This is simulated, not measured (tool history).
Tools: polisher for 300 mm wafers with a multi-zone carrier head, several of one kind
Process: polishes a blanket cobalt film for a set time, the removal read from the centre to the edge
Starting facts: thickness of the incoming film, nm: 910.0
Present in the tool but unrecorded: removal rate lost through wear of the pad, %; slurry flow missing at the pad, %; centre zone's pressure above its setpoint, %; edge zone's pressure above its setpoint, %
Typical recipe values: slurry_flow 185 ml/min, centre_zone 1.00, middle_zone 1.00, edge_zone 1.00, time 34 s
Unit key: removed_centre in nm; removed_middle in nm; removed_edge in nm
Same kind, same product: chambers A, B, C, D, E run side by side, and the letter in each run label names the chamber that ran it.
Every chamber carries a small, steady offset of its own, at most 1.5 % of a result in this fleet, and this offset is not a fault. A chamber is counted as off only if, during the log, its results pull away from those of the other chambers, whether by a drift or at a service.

run     day  slurry_flow  centre_zone  middle_zone  edge_zone  time  wafers polished on this pad  hours since the slurry nozzle was cleaned  hours since the centre zone pressure was calibrated  hours since the edge zone pressure was calibrated  removed_centre  removed_middle  removed_edge
 1E   0.350          185         1.00         1.00       1.00    34                         1263                                      298.1                                                266.1                                              176.7         101.030         102.900       100.530
      0.550  -- chamber E: worn pad replaced by a new one
      0.625  -- chamber D: worn pad replaced by a new one
 2D   0.800          185         1.00         1.00       1.00    34                           53                                      174.1                                                148.7                                              283.0         101.460          99.089        99.627
 3C   1.162          185         1.00         1.00       1.00    34                          941                                      240.4                                                187.4                                               30.9         101.660         101.250        99.084
      1.262  -- chamber B: centre zone pressure recalibrated
 4B   1.562          185         1.00         1.00       1.00    34                         1004                                       54.8                                                  7.2                                              311.0          99.793         101.620       100.150
      1.646  -- chamber B: worn pad replaced by a new one
 5A   1.900          185         1.00         1.00       1.00    34                         1453                                      257.2                                               1335.3                                              370.2          99.461          99.993        99.127
      2.262  -- chamber A: worn pad replaced by a new one
 6C   2.300          185         1.00         1.00       1.00    34                         1284                                      267.7                                                214.7                                               58.2         103.720          99.866       100.100
      2.312  -- chamber C: worn pad replaced by a new one
 7B   2.733          185         1.00         1.00       1.00    34                          327                                       82.9                                                 35.3                                              339.1         100.180         100.770        99.077
 8E   3.012          185         1.00         1.00       1.00    34                          743                                      362.0                                                330.0                                              240.6          98.027         100.170       100.250
 9D   3.296          185         1.00         1.00       1.00    34                          805                                      234.0                                                208.6                                              342.9          98.501          99.048       100.100
10A   3.742          185         1.00         1.00       1.00    34                          446                                      301.4                                               1379.5                                              414.4         101.110         100.450       101.160
      3.988  -- chamber D: worn pad replaced by a new one
11B   4.146          185         1.00         1.00       1.00    34                          753                                      116.8                                                 69.2                                              373.0          99.896          99.380        98.299
12A   4.408          185         1.00         1.00       1.00    34                          647                                      317.4                                               1395.5                                              430.4         100.850          99.144        99.764
      4.642  -- chamber E: worn pad replaced by a new one
13C   4.742          185         1.00         1.00       1.00    34                          733                                      326.3                                                273.3                                              116.8          99.383         100.960        99.488
      4.867  -- chamber B: worn pad replaced by a new one
14D   5.133          185         1.00         1.00       1.00    34                          346                                      278.1                                                252.7                                              387.0         102.060          99.288       100.920
15E   5.550          185         1.00         1.00       1.00    34                          274                                      422.9                                                390.9                                              301.5         101.020         102.950       101.200
      5.808  -- chamber A: centre zone pressure recalibrated
16D   6.092          185         1.00         1.00       1.00    34                          635                                      301.1                                                275.7                                              410.0         100.130         101.870       100.320
17B   6.600          185         1.00         1.00       1.00    34                          522                                      175.7                                                128.1                                              431.9         101.280         101.870       100.100
      6.771  -- chamber A: worn pad replaced by a new one
18C   7.042          185         1.00         1.00       1.00    34                         1426                                      381.5                                                328.5                                              172.0          98.797          98.373        99.446
      7.142  -- chamber D: worn pad replaced by a new one
      7.354  -- chamber C: worn pad replaced by a new one
19A   7.429          125         1.00         1.00       1.00    34                          198                                      389.9                                                 38.9                                              502.9          91.630          94.195        96.431
20E   7.688          125         1.00         1.00       1.00    34                          918                                      474.2                                                442.2                                              352.8          90.007          92.612        96.714
21D   8.117          125         1.00         1.00       1.00    34                          294                                      349.7                                                324.3                                              458.6          92.157          92.962        94.744
22E   8.508          125         1.00         1.00       1.00    34                         1165                                      493.9                                                461.9                                              372.5          88.868          93.457        96.310
      8.604  -- chamber B: worn pad replaced by a new one
      8.904  -- chamber C: centre zone pressure recalibrated
23A   9.071          125         1.00         1.00       1.00    34                          693                                      429.3                                                 78.3                                              542.3          92.128          92.353        95.054
24C   9.404          185         1.00         1.00       1.00    34                          619                                      438.2                                                 12.1                                              228.7          98.954         100.430        99.373
      9.679  -- chamber E: centre zone pressure recalibrated
      9.812  -- chamber E: worn pad replaced by a new one
25B   9.833          185         1.00         1.00       1.00    34                          371                                      253.3                                                205.7                                              509.5          99.908          98.883       100.560
     10.250  -- chamber D: worn pad replaced by a new one
26C  10.383          185         1.00         1.00       1.00    34                          914                                      461.7                                                 35.6                                              252.2         101.180          97.586        99.855
27D  10.725          185         1.00         1.00       1.00    34                          143                                      412.3                                                386.9                                              521.2          99.270          99.428       100.260
28E  11.162          185         1.00         1.00       1.00    34                          407                                      557.6                                                 35.7                                              436.2          98.322          99.193       101.180
     11.612  -- chamber C: worn pad replaced by a new one
29A  11.642          185         1.00         1.06       1.09    34                         1468                                      491.0                                                140.0                                              604.0          99.088         103.820       106.240
     11.742  -- chamber B: worn pad replaced by a new one
     11.775  -- chamber A: worn pad replaced by a new one
30B  12.117          185         1.00         1.06       1.09    34                          113                                      308.1                                                260.5                                              564.3         101.530         105.420       104.580
31B  12.554          185         1.00         1.06       1.09    34                          245                                      318.6                                                271.0                                              574.8         100.510         106.540       103.250
32D  12.862          185         1.00         1.06       1.09    34                          788                                      463.6                                                438.2                                              572.5         102.070         105.770       104.850
33A  13.296          185         1.00         1.06       1.09    34                          459                                      530.7                                                179.7                                              643.7          98.397         106.580       106.850
     13.688  -- chamber D: worn pad replaced by a new one
34C  13.829          185         1.00         1.00       1.00    34                          668                                      544.4                                                118.3                                              334.9         100.500          98.419        99.376
35E  14.125          185         1.00         1.00       1.00    34                         1301                                      628.7                                                106.8                                              507.3          98.495         101.310        99.664
     14.154  -- chamber C: slurry nozzle cleaned
     14.346  -- chamber E: worn pad replaced by a new one
36E  14.617          185         1.00         1.00       1.00    34                           82                                      640.5                                                118.6                                              519.1         101.110         102.320       101.150
     14.817  -- chamber D: centre zone pressure recalibrated
37A  15.112          185         1.00         1.00       1.00    34                         1006                                      574.3                                                223.3                                              687.3          97.989         100.140       100.100
     15.421  -- chamber B: worn pad replaced by a new one
38D  15.546          185         0.92         1.00       1.06    34                          561                                      528.0                                                 17.5                                              636.9          91.849          99.908       103.490
39B  16.092          185         0.92         1.00       1.06    34                          202                                      403.5                                                355.9                                              659.7          95.049         102.710       103.530
     16.279  -- chamber C: worn pad replaced by a new one
40C  16.521          185         0.92         1.00       1.06    34                           73                                       56.9                                                182.9                                              399.5          91.631          99.732       102.290
     16.654  -- chamber D: worn pad replaced by a new one
41D  17.058          185         0.92         1.00       1.06    34                          122                                      564.3                                                 53.8                                              673.2          90.525          98.720       103.250
42E  17.446          185         0.92         1.00       1.06    34                          935                                      708.4                                                186.5                                              587.0          90.607         100.370       104.500

All 5 chambers run these settings next. Forecast each chamber's results:
43A  17.858          185         1.00         1.00       1.00    34                                                                                                                                                                                               ?               ?             ?
43B  17.858          185         1.00         1.00       1.00    34                                                                                                                                                                                               ?               ?             ?
43C  17.858          185         1.00         1.00       1.00    34                                                                                                                                                                                               ?               ?             ?
43D  17.858          185         1.00         1.00       1.00    34                                                                                                                                                                                               ?               ?             ?
43E  17.858          185         1.00         1.00       1.00    34                                                                                                                                                                                               ?               ?             ?

run  removed_centre  removed_middle  removed_edge
43A          98.666         100.170       100.560
43B         101.560         101.110        98.058
43C         100.830          99.166        99.266
43D          99.316         101.400        99.398
43E          99.194          99.441       100.900
